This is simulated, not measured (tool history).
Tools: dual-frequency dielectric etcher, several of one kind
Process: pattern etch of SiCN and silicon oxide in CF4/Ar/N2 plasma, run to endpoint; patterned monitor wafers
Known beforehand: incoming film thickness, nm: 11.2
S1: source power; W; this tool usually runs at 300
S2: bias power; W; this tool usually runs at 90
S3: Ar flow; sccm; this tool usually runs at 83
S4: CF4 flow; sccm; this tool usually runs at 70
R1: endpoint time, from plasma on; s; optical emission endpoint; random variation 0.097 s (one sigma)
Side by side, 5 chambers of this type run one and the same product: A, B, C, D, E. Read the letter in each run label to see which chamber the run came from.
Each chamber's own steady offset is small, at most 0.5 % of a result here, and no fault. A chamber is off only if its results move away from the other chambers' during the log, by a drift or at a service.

{"run": "1A", "hour": 13.4, "S1": 300, "S2": 90, "S3": 83, "S4": 70, "R1": 16.882}
{"run": "2B", "hour": 23.3, "S1": 300, "S2": 90, "S3": 83, "S4": 70, "R1": 16.807}
{"run": "3E", "hour": 31.5, "S1": 300, "S2": 90, "S3": 83, "S4": 70, "R1": 16.746}
{"run": "4D", "hour": 44.9, "S1": 300, "S2": 90, "S3": 83, "S4": 70, "R1": 16.732}
{"hour": 54.3, "done": "chamber A: bias power generator calibrated"}
{"run": "5C", "hour": 57.0, "S1": 300, "S2": 74, "S3": 83, "S4": 87, "R1": 17.207}
{"run": "6B", "hour": 68.9, "S1": 300, "S2": 74, "S3": 83, "S4": 87, "R1": 17.301}
{"run": "7D", "hour": 83.4, "S1": 300, "S2": 74, "S3": 83, "S4": 87, "R1": 17.324}
{"run": "8A", "hour": 99.1, "S1": 300, "S2": 74, "S3": 83, "S4": 87, "R1": 17.508}
{"run": "9C", "hour": 109.7, "S1": 300, "S2": 74, "S3": 83, "S4": 87, "R1": 17.468}
{"run": "10E", "hour": 120.7, "S1": 300, "S2": 90, "S3": 83, "S4": 70, "R1": 16.691}
{"run": "11C", "hour": 128.0, "S1": 300, "S2": 90, "S3": 83, "S4": 70, "R1": 16.83}
{"run": "12D", "hour": 138.1, "S1": 300, "S2": 90, "S3": 83, "S4": 70, "R1": 16.738}
{"run": "13E", "hour": 149.8, "S1": 300, "S2": 90, "S3": 83, "S4": 70, "R1": 16.779}
{"run": "14A", "hour": 158.1, "S1": 330, "S2": 111, "S3": 83, "S4": 70, "R1": 14.26}
{"hour": 161.6, "done": "chamber A: wet clean of the chamber"}
{"run": "15B", "hour": 173.1, "S1": 330, "S2": 111, "S3": 83, "S4": 70, "R1": 14.282}
{"hour": 179.8, "done": "chamber D: wet clean of the chamber"}
{"run": "16B", "hour": 187.8, "S1": 330, "S2": 111, "S3": 83, "S4": 70, "R1": 14.186}
{"run": "17A", "hour": 195.6, "S1": 330, "S2": 111, "S3": 83, "S4": 70, "R1": 14.326}
{"run": "18D", "hour": 211.2, "S1": 330, "S2": 111, "S3": 83, "S4": 70, "R1": 14.119}
{"run": "19E", "hour": 220.3, "S1": 300, "S2": 90, "S3": 77, "S4": 70, "R1": 16.762}
{"run": "20C", "hour": 228.8, "S1": 300, "S2": 90, "S3": 77, "S4": 70, "R1": 17.014}
{"run": "21E", "hour": 236.3, "S1": 300, "S2": 90, "S3": 77, "S4": 70, "R1": 16.592}
{"run": "22B", "hour": 243.4, "S1": 300, "S2": 90, "S3": 77, "S4": 70, "R1": 16.471}
{"hour": 249.7, "done": "chamber E: bias power generator calibrated"}
{"hour": 251.6, "done": "chamber E: wet clean of the chamber"}
{"run": "23D", "hour": 254.1, "S1": 300, "S2": 90, "S3": 77, "S4": 70, "R1": 16.563}
{"run": "24A", "hour": 261.8, "S1": 300, "S2": 90, "S3": 83, "S4": 70, "R1": 16.907}
{"hour": 264.5, "done": "chamber E: CF4 flow controller replaced"}
{"run": "25C", "hour": 274.1, "S1": 300, "S2": 90, "S3": 92, "S4": 76, "R1": 17.261}
{"run": "26C", "hour": 288.1, "S1": 300, "S2": 90, "S3": 92, "S4": 76, "R1": 17.298}
{"run": "27B", "hour": 298.3, "S1": 300, "S2": 90, "S3": 92, "S4": 76, "R1": 16.774}
{"run": "28A", "hour": 313.6, "S1": 300, "S2": 90, "S3": 92, "S4": 76, "R1": 16.924}
{"run": "29E", "hour": 322.0, "S1": 300, "S2": 90, "S3": 92, "S4": 76, "R1": 16.734}
{"run": "30D", "hour": 335.1, "S1": 300, "S2": 90, "S3": 83, "S4": 70, "R1": 16.55}
{"run": "31C", "hour": 351.3, "S1": 300, "S2": 90, "S3": 83, "S4": 70, "R1": 17.668}
{"run": "32A", "hour": 363.9, "S1": 300, "S2": 90, "S3": 83, "S4": 70, "R1": 16.757}
{"run": "33D", "hour": 377.6, "S1": 300, "S2": 90, "S3": 83, "S4": 70, "R1": 16.86}
{"run": "34E", "hour": 392.6, "S1": 300, "S2": 90, "S3": 83, "S4": 70, "R1": 16.856}
{"run": "35B", "hour": 401.2, "S1": 230, "S2": 74, "S3": 83, "S4": 70, "R1": 22.78}

Does one chamber stand apart from the rest, does the shared gauge drift, or is all well apart from small per-chamber offsets? Give the chamber and the most likely cause, where there is one.

One chamber, C, drifts off from the rest bit by bit.
Most likely cause: etch rate under this chamber's usual, % = 5.02.
From this log alone, it may not be told apart from: source power that arrives under what is set, %.

Here are 4 candidates for chamber C's next run, each the usual settings with a change, their results left as question marks. Which one brings its results back in line with what the others give on the usual settings?
To be in line, a result may differ from the other chambers' mean on the usual settings by at most: R1 0.34 s
{"run": "36C-1", "hour": 412.8, "S1": 260, "S2": 90, "S3": 83, "S4": 69, "R1": "?"}
{"run": "36C-2", "hour": 412.8, "S1": 300, "S2": 90, "S3": 83, "S4": 46, "R1": "?"}
{"run": "36C-3", "hour": 412.8, "S1": 300, "S2": 90, "S3": 64, "S4": 86, "R1": "?"}
{"run": "36C-4", "hour": 412.8, "S1": 340, "S2": 90, "S3": 81, "S4": 70, "R1": "?"}

What the other chambers average on the usual settings: R1 16.738 s
run=36C-1 R1=19.963
run=36C-2 R1=18.613
run=36C-3 R1=16.69
run=36C-4 R1=15.759
Change 36C-3 lands the chamber within the allowed miss of the other chambers.
